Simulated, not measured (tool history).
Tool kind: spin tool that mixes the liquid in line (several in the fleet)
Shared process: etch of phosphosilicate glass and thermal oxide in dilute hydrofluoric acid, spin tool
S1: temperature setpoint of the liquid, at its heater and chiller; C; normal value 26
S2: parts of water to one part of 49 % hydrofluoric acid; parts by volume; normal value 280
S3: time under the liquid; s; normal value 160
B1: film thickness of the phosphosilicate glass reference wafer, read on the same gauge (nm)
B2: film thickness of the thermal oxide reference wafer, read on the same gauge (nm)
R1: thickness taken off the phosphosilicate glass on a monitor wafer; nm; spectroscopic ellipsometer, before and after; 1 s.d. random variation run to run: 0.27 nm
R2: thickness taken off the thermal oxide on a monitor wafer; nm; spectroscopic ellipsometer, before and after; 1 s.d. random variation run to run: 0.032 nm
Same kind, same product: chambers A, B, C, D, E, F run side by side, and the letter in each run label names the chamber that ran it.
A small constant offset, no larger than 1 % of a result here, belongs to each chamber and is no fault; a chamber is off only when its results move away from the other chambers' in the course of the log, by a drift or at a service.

run,hour,S1,S2,S3,B1,B2,R1,R2
1F,5.2,26,280,160,120.00,120.02,59.592,2.4808
2D,10.9,26,280,160,120.02,119.98,58.921,2.5272
3C,13.9,26,280,160,119.99,120.02,58.897,2.4932
4E,17.0,26,280,160,120.01,119.99,58.923,2.4647
5A,20.5,26,280,160,120.02,120.01,59.053,2.5165
6B,25.0,26,280,160,120.01,120.02,59.115,2.5552
7A,31.1,26,230,125,119.99,119.99,59.442,2.4931
8D,35.1,26,230,125,119.99,120.00,60.012,2.5590
9F,38.5,26,230,125,119.97,120.00,59.511,2.5350
10E,43.4,26,230,125,120.01,120.00,59.619,2.5082
11C,47.0,26,230,125,119.98,120.00,58.904,2.5237
12B,53.0,26,230,125,119.99,120.04,59.498,2.5879
13C,57.8,26,280,160,119.98,120.01,59.407,2.4810
14A,62.9,26,280,160,119.98,119.99,59.665,2.5263
15B,68.4,26,280,160,120.01,120.00,59.179,2.4951
16F,73.4,26,280,160,119.97,120.00,59.636,2.5832
17E,79.7,26,280,160,120.02,119.99,59.139,2.5977
18D,86.5,26,280,160,120.01,120.01,58.827,2.4758
# hour 93.0: chamber C: hydrofluoric acid flow meter replaced
19E,93.1,26,280,160,119.98,119.98,59.049,2.5285
20A,97.6,26,200,160,120.02,120.02,91.029,3.7952
21D,102.9,26,200,160,120.00,119.99,90.628,3.7512
22F,106.4,26,200,160,119.99,119.99,91.555,3.8093
23C,109.9,26,200,160,120.03,120.01,89.641,3.7474
24B,113.2,26,200,160,119.97,119.99,90.162,3.8598
25A,117.7,26,200,160,120.01,120.02,90.305,3.8908
26C,124.5,26,280,160,119.99,120.00,58.900,2.5310
27D,131.2,26,280,160,120.01,119.99,59.399,2.5200
28E,137.1,24,225,160,119.99,119.99,72.606,3.1818
# hour 137.6: chamber A: thermometer replaced
29B,143.6,24,225,160,120.00,119.98,72.535,3.0584
30F,149.7,24,225,160,119.99,120.00,73.635,3.0684
31A,153.8,24,225,160,119.99,119.99,72.715,3.1568
32E,157.4,24,225,160,120.02,119.97,72.722,3.0819
33D,163.3,24,225,160,120.00,119.99,73.577,3.1697
34C,166.6,26,280,160,120.01,119.96,59.066,2.5642
# hour 167.7: chamber F: thermometer replaced
35F,172.7,28,200,160,120.02,120.02,97.622,4.1562
36B,177.7,28,200,160,119.98,120.00,96.435,4.1025
37C,182.4,28,200,160,120.00,120.02,96.576,4.1316
38D,188.8,28,200,160,120.02,120.03,98.294,4.1464
39B,195.3,28,200,160,120.02,119.98,97.294,4.0349
40A,198.5,28,200,160,119.99,120.01,97.211,4.1584
41E,203.3,26,280,160,119.96,119.97,59.098,2.4963
42F,206.7,26,280,160,119.97,120.02,59.194,2.5351
43C,210.7,26,280,160,120.01,119.99,59.180,2.5028

Predict what each chamber gives when all 6 of them run the settings below next.
44A,215.6,26,280,160,,,?,?
44B,215.6,26,280,160,,,?,?
44C,215.6,26,280,160,,,?,?
44D,215.6,26,280,160,,,?,?
44E,215.6,26,280,160,,,?,?
44F,215.6,26,280,160,,,?,?

run,R1,R2
44A,59.163,2.5384
44B,59.004,2.5076
44C,58.721,2.5342
44D,59.203,2.4842
44E,58.974,2.4944
44F,59.400,2.5191
